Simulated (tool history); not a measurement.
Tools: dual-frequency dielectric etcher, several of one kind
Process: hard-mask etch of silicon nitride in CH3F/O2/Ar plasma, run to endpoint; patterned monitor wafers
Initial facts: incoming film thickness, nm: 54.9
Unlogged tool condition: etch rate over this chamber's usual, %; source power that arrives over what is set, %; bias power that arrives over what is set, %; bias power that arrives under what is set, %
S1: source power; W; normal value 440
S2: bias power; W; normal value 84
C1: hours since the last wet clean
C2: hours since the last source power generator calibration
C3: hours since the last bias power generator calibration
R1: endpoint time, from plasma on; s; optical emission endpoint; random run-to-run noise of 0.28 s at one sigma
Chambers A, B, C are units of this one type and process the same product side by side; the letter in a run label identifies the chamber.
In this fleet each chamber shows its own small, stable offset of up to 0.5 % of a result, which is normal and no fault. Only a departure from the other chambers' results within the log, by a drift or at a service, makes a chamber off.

{"run": "1A", "hour": 7.5, "S1": 440, "S2": 84, "C1": 96.6, "C2": 2701.6, "C3": 1228.4, "R1": 72.714}
{"run": "2B", "hour": 13.1, "S1": 440, "S2": 84, "C1": 76.1, "C2": 510.6, "C3": 2445.1, "R1": 73.297}
{"run": "3C", "hour": 20.5, "S1": 440, "S2": 84, "C1": 134.9, "C2": 771.4, "C3": 1519.1, "R1": 72.862}
{"run": "4A", "hour": 26.8, "S1": 440, "S2": 84, "C1": 115.9, "C2": 2720.9, "C3": 1247.7, "R1": 72.086}
{"run": "5B", "hour": 33.6, "S1": 440, "S2": 84, "C1": 96.6, "C2": 531.1, "C3": 2465.6, "R1": 72.515}
{"run": "6C", "hour": 40.1, "S1": 440, "S2": 84, "C1": 154.5, "C2": 791.0, "C3": 1538.7, "R1": 72.271}
{"run": "7C", "hour": 46.7, "S1": 440, "S2": 84, "C1": 161.1, "C2": 797.6, "C3": 1545.3, "R1": 72.561}
{"run": "8A", "hour": 50.4, "S1": 440, "S2": 84, "C1": 139.5, "C2": 2744.5, "C3": 1271.3, "R1": 72.657}
{"run": "9B", "hour": 54.1, "S1": 480, "S2": 99, "C1": 117.1, "C2": 551.6, "C3": 2486.1, "R1": 66.966}
{"run": "10C", "hour": 61.7, "S1": 480, "S2": 99, "C1": 176.1, "C2": 812.6, "C3": 1560.3, "R1": 65.377}
{"run": "11B", "hour": 68.3, "S1": 480, "S2": 99, "C1": 131.3, "C2": 565.8, "C3": 2500.3, "R1": 66.549}
{"run": "12A", "hour": 73.8, "S1": 360, "S2": 95, "C1": 162.9, "C2": 2767.9, "C3": 1294.7, "R1": 74.716}
{"run": "13C", "hour": 81.4, "S1": 360, "S2": 95, "C1": 195.8, "C2": 832.3, "C3": 1580.0, "R1": 73.112}
{"run": "14B", "hour": 88.3, "S1": 360, "S2": 95, "C1": 151.3, "C2": 585.8, "C3": 2520.3, "R1": 75.265}
{"run": "15A", "hour": 92.9, "S1": 440, "S2": 84, "C1": 182.0, "C2": 2787.0, "C3": 1313.8, "R1": 72.123}
{"run": "16B", "hour": 99.2, "S1": 440, "S2": 84, "C1": 162.2, "C2": 596.7, "C3": 2531.2, "R1": 72.427}
{"run": "17A", "hour": 103.8, "S1": 440, "S2": 84, "C1": 192.9, "C2": 2797.9, "C3": 1324.7, "R1": 72.396}
{"run": "18C", "hour": 110.7, "S1": 440, "S2": 84, "C1": 225.1, "C2": 861.6, "C3": 1609.3, "R1": 69.326}
{"run": "19A", "hour": 116.3, "S1": 440, "S2": 84, "C1": 205.4, "C2": 2810.4, "C3": 1337.2, "R1": 72.847}
{"run": "20C", "hour": 120.4, "S1": 440, "S2": 84, "C1": 234.8, "C2": 871.3, "C3": 1619.0, "R1": 69.659}

One chamber off, gauge drift, or nothing amiss beyond the chambers' own small offsets? If it is a chamber, which one, and what is the likeliest cause?

Little by little, chamber C moves away from the other chambers.
Most likely cause: etch rate over this chamber's usual, % = 5.3.

Which of the 4 candidates below, each the usual settings with something changed and its results left as question marks, puts chamber C back in line with what the other chambers give on the usual settings?
In-line tolerance around the mean of the other chambers on the usual settings: R1 0.980 s
{"run": "21C-1", "hour": 125.9, "S1": 410, "S2": 78, "R1": "?"}
{"run": "21C-2", "hour": 125.9, "S1": 500, "S2": 84, "R1": "?"}
{"run": "21C-3", "hour": 125.9, "S1": 330, "S2": 84, "R1": "?"}
{"run": "21C-4", "hour": 125.9, "S1": 510, "S2": 96, "R1": "?"}

The mean the other chambers reach with the usual settings: R1 72.657 s
run=21C-1 R1=72.854
run=21C-2 R1=65.838
run=21C-3 R1=77.030
run=21C-4 R1=62.324
It is 21C-1 that realigns the chamber with its peers.
